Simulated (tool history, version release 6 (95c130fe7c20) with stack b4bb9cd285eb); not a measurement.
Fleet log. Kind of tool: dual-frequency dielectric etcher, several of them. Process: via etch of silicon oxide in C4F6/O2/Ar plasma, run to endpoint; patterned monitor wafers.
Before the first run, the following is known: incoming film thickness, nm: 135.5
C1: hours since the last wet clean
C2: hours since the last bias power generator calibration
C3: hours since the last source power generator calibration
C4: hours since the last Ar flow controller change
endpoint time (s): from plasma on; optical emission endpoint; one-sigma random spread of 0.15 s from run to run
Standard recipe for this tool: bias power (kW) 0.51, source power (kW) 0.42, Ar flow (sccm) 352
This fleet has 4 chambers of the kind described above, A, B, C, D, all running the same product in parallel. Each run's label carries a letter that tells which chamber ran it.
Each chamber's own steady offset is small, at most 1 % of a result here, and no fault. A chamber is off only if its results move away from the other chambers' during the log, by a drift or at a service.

{"run": "1B", "day": 0.462, "bias power (kW)": 0.51, "source power (kW)": 0.42, "Ar flow (sccm)": 352, "C1": 363.7, "C2": 549.6, "C3": 4078.4, "C4": 1939.9, "endpoint time (s)": 29.464}
{"run": "2D", "day": 0.975, "bias power (kW)": 0.51, "source power (kW)": 0.42, "Ar flow (sccm)": 352, "C1": 570.1, "C2": 961.6, "C3": 1525.8, "C4": 1671.2, "endpoint time (s)": 29.46}
{"run": "3A", "day": 1.283, "bias power (kW)": 0.51, "source power (kW)": 0.42, "Ar flow (sccm)": 352, "C1": 401.3, "C2": 1345.8, "C3": 2075, "C4": 5099.9, "endpoint time (s)": 29.979}
{"run": "4C", "day": 1.633, "bias power (kW)": 0.51, "source power (kW)": 0.42, "Ar flow (sccm)": 352, "C1": 378.8, "C2": 3833.8, "C3": 2234.5, "C4": 3782.2, "endpoint time (s)": 29.398}
{"run": "5B", "day": 2.071, "bias power (kW)": 0.51, "source power (kW)": 0.42, "Ar flow (sccm)": 352, "C1": 402.3, "C2": 588.2, "C3": 4117, "C4": 1978.5, "endpoint time (s)": 29.476}
{"run": "6A", "day": 2.421, "bias power (kW)": 0.51, "source power (kW)": 0.42, "Ar flow (sccm)": 352, "C1": 428.6, "C2": 1373.1, "C3": 2102.3, "C4": 5127.2, "endpoint time (s)": 29.721}
{"run": "7D", "day": 2.692, "bias power (kW)": 0.51, "source power (kW)": 0.35, "Ar flow (sccm)": 352, "C1": 611.3, "C2": 1002.8, "C3": 1567, "C4": 1712.4, "endpoint time (s)": 31.324}
{"run": "8C", "day": 3.096, "bias power (kW)": 0.51, "source power (kW)": 0.35, "Ar flow (sccm)": 352, "C1": 413.9, "C2": 3868.9, "C3": 2269.6, "C4": 3817.3, "endpoint time (s)": 31.425}
{"run": "9C", "day": 3.408, "bias power (kW)": 0.51, "source power (kW)": 0.35, "Ar flow (sccm)": 352, "C1": 421.4, "C2": 3876.4, "C3": 2277.1, "C4": 3824.8, "endpoint time (s)": 31.199}
{"run": "10B", "day": 3.821, "bias power (kW)": 0.51, "source power (kW)": 0.35, "Ar flow (sccm)": 352, "C1": 444.3, "C2": 630.2, "C3": 4159, "C4": 2020.5, "endpoint time (s)": 31.846}
{"day": 4.088, "done": "chamber C: wet clean of the chamber"}
{"run": "11A", "day": 4.317, "bias power (kW)": 0.51, "source power (kW)": 0.42, "Ar flow (sccm)": 352, "C1": 474.1, "C2": 1418.6, "C3": 2147.8, "C4": 5172.7, "endpoint time (s)": 29.72}
{"day": 4.708, "done": "chamber D: wet clean of the chamber"}
{"run": "12D", "day": 4.825, "bias power (kW)": 0.51, "source power (kW)": 0.42, "Ar flow (sccm)": 352, "C1": 2.8, "C2": 1054, "C3": 1618.2, "C4": 1763.6, "endpoint time (s)": 29.416}
{"day": 4.829, "done": "chamber A: bias power generator calibrated"}
{"run": "13D", "day": 5.142, "bias power (kW)": 0.51, "source power (kW)": 0.42, "Ar flow (sccm)": 352, "C1": 10.4, "C2": 1061.6, "C3": 1625.8, "C4": 1771.2, "endpoint time (s)": 29.667}
{"run": "14A", "day": 5.412, "bias power (kW)": 0.51, "source power (kW)": 0.42, "Ar flow (sccm)": 352, "C1": 500.4, "C2": 14, "C3": 2174.1, "C4": 5199, "endpoint time (s)": 29.876}
{"day": 5.45, "done": "chamber A: wet clean of the chamber"}
{"day": 5.55, "done": "chamber D: source power generator calibrated"}
{"day": 5.742, "done": "chamber C: bias power generator calibrated"}
{"run": "15C", "day": 5.867, "bias power (kW)": 0.51, "source power (kW)": 0.42, "Ar flow (sccm)": 352, "C1": 42.8, "C2": 3.1, "C3": 2336.1, "C4": 3883.8, "endpoint time (s)": 29.319}
{"day": 5.921, "done": "chamber B: wet clean of the chamber"}
{"run": "16B", "day": 6.246, "bias power (kW)": 0.51, "source power (kW)": 0.42, "Ar flow (sccm)": 352, "C1": 7.8, "C2": 688.4, "C3": 4217.2, "C4": 2078.7, "endpoint time (s)": 30.924}
{"day": 6.279, "done": "chamber B: source power generator calibrated"}
{"run": "17D", "day": 6.538, "bias power (kW)": 0.51, "source power (kW)": 0.42, "Ar flow (sccm)": 352, "C1": 43.9, "C2": 1095.1, "C3": 23.7, "C4": 1804.7, "endpoint time (s)": 29.662}
{"run": "18A", "day": 6.783, "bias power (kW)": 0.51, "source power (kW)": 0.42, "Ar flow (sccm)": 406, "C1": 32, "C2": 46.9, "C3": 2207, "C4": 5231.9, "endpoint time (s)": 30.046}
{"run": "19C", "day": 7.158, "bias power (kW)": 0.51, "source power (kW)": 0.42, "Ar flow (sccm)": 406, "C1": 73.8, "C2": 34.1, "C3": 2367.1, "C4": 3914.8, "endpoint time (s)": 29.708}
{"run": "20B", "day": 7.617, "bias power (kW)": 0.51, "source power (kW)": 0.42, "Ar flow (sccm)": 406, "C1": 40.7, "C2": 721.3, "C3": 32.1, "C4": 2111.6, "endpoint time (s)": 32.024}
{"run": "21B", "day": 7.962, "bias power (kW)": 0.51, "source power (kW)": 0.42, "Ar flow (sccm)": 406, "C1": 49, "C2": 729.6, "C3": 40.4, "C4": 2119.9, "endpoint time (s)": 31.661}
{"run": "22D", "day": 8.229, "bias power (kW)": 0.51, "source power (kW)": 0.42, "Ar flow (sccm)": 352, "C1": 84.5, "C2": 1135.7, "C3": 64.3, "C4": 1845.3, "endpoint time (s)": 29.726}
{"run": "23A", "day": 8.675, "bias power (kW)": 0.465, "source power (kW)": 0.42, "Ar flow (sccm)": 299, "C1": 77.4, "C2": 92.3, "C3": 2252.4, "C4": 5277.3, "endpoint time (s)": 30.162}
{"run": "24C", "day": 8.904, "bias power (kW)": 0.465, "source power (kW)": 0.42, "Ar flow (sccm)": 299, "C1": 115.7, "C2": 76, "C3": 2409, "C4": 3956.7, "endpoint time (s)": 29.755}
{"run": "25D", "day": 9.421, "bias power (kW)": 0.465, "source power (kW)": 0.42, "Ar flow (sccm)": 299, "C1": 113.1, "C2": 1164.3, "C3": 92.9, "C4": 1873.9, "endpoint time (s)": 30.175}
{"run": "26B", "day": 9.942, "bias power (kW)": 0.465, "source power (kW)": 0.42, "Ar flow (sccm)": 299, "C1": 96.5, "C2": 777.1, "C3": 87.9, "C4": 2167.4, "endpoint time (s)": 31.639}
{"run": "27A", "day": 10.404, "bias power (kW)": 0.51, "source power (kW)": 0.42, "Ar flow (sccm)": 352, "C1": 118.9, "C2": 133.8, "C3": 2293.9, "C4": 5318.8, "endpoint time (s)": 29.658}
{"run": "28C", "day": 10.729, "bias power (kW)": 0.51, "source power (kW)": 0.42, "Ar flow (sccm)": 352, "C1": 159.5, "C2": 119.8, "C3": 2452.8, "C4": 4000.5, "endpoint time (s)": 29.341}
{"run": "29D", "day": 11.121, "bias power (kW)": 0.51, "source power (kW)": 0.42, "Ar flow (sccm)": 352, "C1": 153.9, "C2": 1205.1, "C3": 133.7, "C4": 1914.7, "endpoint time (s)": 29.288}
{"run": "30C", "day": 11.371, "bias power (kW)": 0.51, "source power (kW)": 0.42, "Ar flow (sccm)": 352, "C1": 174.9, "C2": 135.2, "C3": 2468.2, "C4": 4015.9, "endpoint time (s)": 29.654}
{"run": "31A", "day": 11.871, "bias power (kW)": 0.51, "source power (kW)": 0.42, "Ar flow (sccm)": 352, "C1": 154.1, "C2": 169, "C3": 2329.1, "C4": 5354, "endpoint time (s)": 29.802}
{"run": "32B", "day": 12.317, "bias power (kW)": 0.51, "source power (kW)": 0.42, "Ar flow (sccm)": 352, "C1": 153.5, "C2": 834.1, "C3": 144.9, "C4": 2224.4, "endpoint time (s)": 31.315}
{"run": "33C", "day": 12.783, "bias power (kW)": 0.51, "source power (kW)": 0.42, "Ar flow (sccm)": 352, "C1": 208.8, "C2": 169.1, "C3": 2502.1, "C4": 4049.8, "endpoint time (s)": 29.354}
{"run": "34A", "day": 13.133, "bias power (kW)": 0.51, "source power (kW)": 0.42, "Ar flow (sccm)": 352, "C1": 184.4, "C2": 199.3, "C3": 2359.4, "C4": 5384.3, "endpoint time (s)": 30.062}
{"run": "35D", "day": 13.558, "bias power (kW)": 0.51, "source power (kW)": 0.42, "Ar flow (sccm)": 352, "C1": 212.4, "C2": 1263.6, "C3": 192.2, "C4": 1973.2, "endpoint time (s)": 29.333}
{"run": "36B", "day": 14.071, "bias power (kW)": 0.51, "source power (kW)": 0.42, "Ar flow (sccm)": 352, "C1": 195.6, "C2": 876.2, "C3": 187, "C4": 2266.5, "endpoint time (s)": 31.26}
{"run": "37A", "day": 14.329, "bias power (kW)": 0.51, "source power (kW)": 0.42, "Ar flow (sccm)": 352, "C1": 213.1, "C2": 228, "C3": 2388.1, "C4": 5413, "endpoint time (s)": 29.861}
{"run": "38B", "day": 14.817, "bias power (kW)": 0.624, "source power (kW)": 0.37, "Ar flow (sccm)": 352, "C1": 213.5, "C2": 894.1, "C3": 204.9, "C4": 2284.4, "endpoint time (s)": 30.306}
{"run": "39C", "day": 15.3, "bias power (kW)": 0.624, "source power (kW)": 0.37, "Ar flow (sccm)": 352, "C1": 269.2, "C2": 229.5, "C3": 2562.5, "C4": 4110.2, "endpoint time (s)": 28.319}
{"run": "40D", "day": 15.742, "bias power (kW)": 0.624, "source power (kW)": 0.37, "Ar flow (sccm)": 352, "C1": 264.8, "C2": 1316, "C3": 244.6, "C4": 2025.6, "endpoint time (s)": 28.671}

Is one chamber out of step, is the gauge drifting, or do the chambers differ by no more than their own small offsets? For an off chamber, give its letter and the likeliest cause.

After it was serviced, chamber B no longer matches the other chambers.
What lies behind it: etch rate under this chamber's usual, % = 5.3.

Here are 4 candidates for chamber B's next run, each the usual settings with a change, their results left as question marks. Which one brings its results back in line with what the others give on the usual settings?
In line means no further than this from the other chambers' mean on the usual settings: endpoint time (s) 0.53
{"run": "41B-1", "day": 16.117, "bias power (kW)": 0.51, "source power (kW)": 0.48, "Ar flow (sccm)": 352, "endpoint time (s)": "?"}
{"run": "41B-2", "day": 16.117, "bias power (kW)": 0.652, "source power (kW)": 0.42, "Ar flow (sccm)": 352, "endpoint time (s)": "?"}
{"run": "41B-3", "day": 16.117, "bias power (kW)": 0.472, "source power (kW)": 0.39, "Ar flow (sccm)": 360, "endpoint time (s)": "?"}
{"run": "41B-4", "day": 16.117, "bias power (kW)": 0.449, "source power (kW)": 0.38, "Ar flow (sccm)": 364, "endpoint time (s)": "?"}

Mean of the other chambers on the usual settings: endpoint time (s) 29.588
run=41B-1 endpoint_time_(s)=29.655
run=41B-2 endpoint_time_(s)=28.37
run=41B-3 endpoint_time_(s)=33.072
run=41B-4 endpoint_time_(s)=34.066
41B-1 is the one that brings the chamber's results back in line with the other chambers.
